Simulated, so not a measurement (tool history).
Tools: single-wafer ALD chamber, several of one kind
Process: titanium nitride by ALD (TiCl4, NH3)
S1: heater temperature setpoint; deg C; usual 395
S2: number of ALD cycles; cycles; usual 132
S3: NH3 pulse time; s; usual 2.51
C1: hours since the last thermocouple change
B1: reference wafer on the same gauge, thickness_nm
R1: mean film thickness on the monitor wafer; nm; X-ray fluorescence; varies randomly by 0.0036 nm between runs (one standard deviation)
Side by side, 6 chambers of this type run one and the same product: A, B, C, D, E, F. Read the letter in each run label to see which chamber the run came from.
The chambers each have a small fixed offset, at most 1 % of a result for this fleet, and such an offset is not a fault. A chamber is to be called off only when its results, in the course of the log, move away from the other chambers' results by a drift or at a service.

run,hour,S1,S2,S3,C1,B1,R1
1A,7.6,395,132,2.51,2577.6,2.8193,2.9291
# hour 11.7: chamber B: thermocouple changed; heater temperature recalibrated
# hour 13.3: chamber A: thermocouple changed; heater temperature recalibrated
2D,16.9,395,132,2.51,293.3,2.8186,2.9512
3C,27.1,395,132,2.51,667.0,2.8183,2.9057
4E,34.1,395,132,2.51,1147.1,2.8178,2.9145
5F,41.6,395,132,2.51,2258.4,2.8181,2.9433
6B,46.2,395,132,2.51,34.6,2.8183,2.9377
7A,53.2,402,146,2.51,40.0,2.8180,3.2514
8D,61.7,402,146,2.51,338.1,2.8178,3.2702
9B,69.7,402,146,2.51,58.1,2.8167,3.2720
10E,77.7,402,146,2.51,1190.7,2.8160,3.2407
11F,85.3,402,146,2.51,2302.1,2.8161,3.2688
12C,91.3,402,146,2.51,731.2,2.8159,3.2245
13F,99.9,395,132,2.51,2316.7,2.8149,2.9386
14B,107.4,395,132,2.51,95.8,2.8153,2.9388
15C,112.8,407,149,2.51,752.7,2.8147,3.2901
16D,121.3,407,149,2.51,397.7,2.8145,3.3371
17E,127.1,407,149,2.51,1240.1,2.8135,3.3030
18A,133.2,407,149,2.51,120.0,2.8123,3.3226
19A,142.2,407,149,2.51,129.0,2.8135,3.3229
20C,151.6,407,149,2.51,791.5,2.8123,3.2939
21F,160.7,395,132,2.51,2377.5,2.8121,2.9359
22E,169.3,395,132,2.51,1282.3,2.8112,2.9077
23B,176.0,395,132,2.51,164.4,2.8119,2.9303
24D,183.7,395,132,2.51,460.1,2.8114,2.9412
25A,191.2,395,132,2.51,178.0,2.8111,2.9180
26C,199.7,395,132,2.51,839.6,2.8106,2.9003
27F,208.3,395,132,2.51,2425.1,2.8094,2.9357
28E,217.0,382,132,3.30,1330.0,2.8097,2.9098
29B,226.1,382,132,3.30,214.5,2.8102,2.9336
30D,232.2,382,132,3.30,508.6,2.8096,2.9468
31D,239.7,382,132,3.30,516.1,2.8089,2.9445
32C,246.2,382,132,3.30,886.1,2.8081,2.9076
33B,252.9,382,132,3.30,241.3,2.8082,2.9359
34F,263.2,389,120,2.51,2480.0,2.8078,2.6547
35E,271.9,389,120,2.51,1384.9,2.8066,2.6337
36A,279.3,389,120,2.51,266.1,2.8067,2.6410
37D,288.0,389,120,2.51,564.4,2.8057,2.6601

Which is it: a chamber that has drifted or been left off by a service, a gauge drift common to all chambers, or only each chamber's usual small offset? If a chamber is off, name it and its likeliest cause.

The gauge drifts, so all chambers seem to drift together. No chamber is off.
Likeliest cause: gauge reads low (%) = 0.504.
